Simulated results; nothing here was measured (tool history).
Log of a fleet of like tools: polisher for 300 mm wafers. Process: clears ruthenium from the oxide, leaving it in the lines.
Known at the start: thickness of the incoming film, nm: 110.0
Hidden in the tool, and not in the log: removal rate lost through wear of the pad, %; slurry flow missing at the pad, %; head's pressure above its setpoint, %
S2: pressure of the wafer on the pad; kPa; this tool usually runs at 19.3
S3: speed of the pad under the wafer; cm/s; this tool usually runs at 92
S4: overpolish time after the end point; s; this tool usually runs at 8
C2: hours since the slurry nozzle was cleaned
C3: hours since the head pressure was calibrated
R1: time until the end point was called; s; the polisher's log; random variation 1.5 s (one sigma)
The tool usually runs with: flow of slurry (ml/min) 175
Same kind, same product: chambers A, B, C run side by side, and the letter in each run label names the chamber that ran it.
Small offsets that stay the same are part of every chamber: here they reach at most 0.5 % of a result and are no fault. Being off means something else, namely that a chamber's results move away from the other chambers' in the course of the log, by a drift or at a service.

{"day": 0.154, "done": "chamber C: head pressure recalibrated"}
{"run": "1B", "day": 0.175, "flow of slurry (ml/min)": 175, "S2": 19.3, "S3": 92, "S4": 8, "wafers polished on this pad": 1053, "C2": 149.9, "C3": 12.2, "R1": 90.992}
{"run": "2C", "day": 0.338, "flow of slurry (ml/min)": 175, "S2": 19.3, "S3": 92, "S4": 8, "wafers polished on this pad": 527, "C2": 107.8, "C3": 4.4, "R1": 92.519}
{"run": "3A", "day": 0.558, "flow of slurry (ml/min)": 175, "S2": 19.3, "S3": 92, "S4": 8, "wafers polished on this pad": 934, "C2": 708.0, "C3": 900.8, "R1": 93.915}
{"day": 0.583, "done": "chamber B: worn pad replaced by a new one"}
{"run": "4A", "day": 0.675, "flow of slurry (ml/min)": 175, "S2": 19.3, "S3": 92, "S4": 8, "wafers polished on this pad": 957, "C2": 710.8, "C3": 903.6, "R1": 91.824}
{"run": "5C", "day": 0.783, "flow of slurry (ml/min)": 175, "S2": 19.3, "S3": 92, "S4": 8, "wafers polished on this pad": 615, "C2": 118.5, "C3": 15.1, "R1": 92.957}
{"run": "6B", "day": 0.95, "flow of slurry (ml/min)": 175, "S2": 19.3, "S3": 92, "S4": 8, "wafers polished on this pad": 72, "C2": 168.5, "C3": 30.8, "R1": 92.516}
{"run": "7A", "day": 1.079, "flow of slurry (ml/min)": 175, "S2": 19.3, "S3": 92, "S4": 8, "wafers polished on this pad": 1036, "C2": 720.5, "C3": 913.3, "R1": 92.928}
{"run": "8C", "day": 1.183, "flow of slurry (ml/min)": 175, "S2": 19.3, "S3": 92, "S4": 8, "wafers polished on this pad": 693, "C2": 128.1, "C3": 24.7, "R1": 91.331}
{"run": "9B", "day": 1.383, "flow of slurry (ml/min)": 175, "S2": 19.3, "S3": 92, "S4": 8, "wafers polished on this pad": 157, "C2": 178.9, "C3": 41.2, "R1": 94.121}
{"run": "10B", "day": 1.517, "flow of slurry (ml/min)": 175, "S2": 19.3, "S3": 92, "S4": 8, "wafers polished on this pad": 184, "C2": 182.1, "C3": 44.4, "R1": 89.812}
{"run": "11A", "day": 1.675, "flow of slurry (ml/min)": 175, "S2": 19.3, "S3": 92, "S4": 8, "wafers polished on this pad": 1153, "C2": 734.8, "C3": 927.6, "R1": 94.873}
{"run": "12C", "day": 1.904, "flow of slurry (ml/min)": 175, "S2": 19.3, "S3": 92, "S4": 8, "wafers polished on this pad": 835, "C2": 145.4, "C3": 42.0, "R1": 91.665}
{"day": 2.05, "done": "chamber C: worn pad replaced by a new one"}
{"run": "13C", "day": 2.058, "flow of slurry (ml/min)": 175, "S2": 19.3, "S3": 92, "S4": 8, "wafers polished on this pad": 2, "C2": 149.1, "C3": 45.7, "R1": 93.823}
{"run": "14B", "day": 2.25, "flow of slurry (ml/min)": 175, "S2": 19.3, "S3": 92, "S4": 8, "wafers polished on this pad": 328, "C2": 199.7, "C3": 62.0, "R1": 94.366}
{"run": "15A", "day": 2.388, "flow of slurry (ml/min)": 175, "S2": 19.3, "S3": 92, "S4": 8, "wafers polished on this pad": 1293, "C2": 751.9, "C3": 944.7, "R1": 93.038}
{"run": "16B", "day": 2.533, "flow of slurry (ml/min)": 175, "S2": 19.3, "S3": 92, "S4": 12, "wafers polished on this pad": 384, "C2": 206.5, "C3": 68.8, "R1": 94.253}
{"day": 2.588, "done": "chamber A: worn pad replaced by a new one"}
{"run": "17A", "day": 2.692, "flow of slurry (ml/min)": 175, "S2": 19.3, "S3": 92, "S4": 12, "wafers polished on this pad": 20, "C2": 759.2, "C3": 952.0, "R1": 91.983}
{"run": "18C", "day": 2.85, "flow of slurry (ml/min)": 175, "S2": 19.3, "S3": 92, "S4": 12, "wafers polished on this pad": 158, "C2": 168.1, "C3": 64.7, "R1": 90.394}
{"run": "19C", "day": 3.088, "flow of slurry (ml/min)": 175, "S2": 19.3, "S3": 92, "S4": 8, "wafers polished on this pad": 204, "C2": 173.8, "C3": 70.4, "R1": 91.513}
{"run": "20A", "day": 3.229, "flow of slurry (ml/min)": 175, "S2": 15.9, "S3": 92, "S4": 8, "wafers polished on this pad": 126, "C2": 772.1, "C3": 964.9, "R1": 111.74}
{"run": "21B", "day": 3.338, "flow of slurry (ml/min)": 175, "S2": 15.9, "S3": 92, "S4": 8, "wafers polished on this pad": 542, "C2": 225.8, "C3": 88.1, "R1": 111.71}

Predict what each chamber gives when all 3 of them run the settings below next.
{"run": "22A", "day": 3.508, "flow of slurry (ml/min)": 175, "S2": 19.3, "S3": 92, "S4": 8, "R1": "?"}
{"run": "22B", "day": 3.508, "flow of slurry (ml/min)": 175, "S2": 19.3, "S3": 92, "S4": 8, "R1": "?"}
{"run": "22C", "day": 3.508, "flow of slurry (ml/min)": 175, "S2": 19.3, "S3": 92, "S4": 8, "R1": "?"}

run=22A R1=95.429
run=22B R1=94.245
run=22C R1=93.948
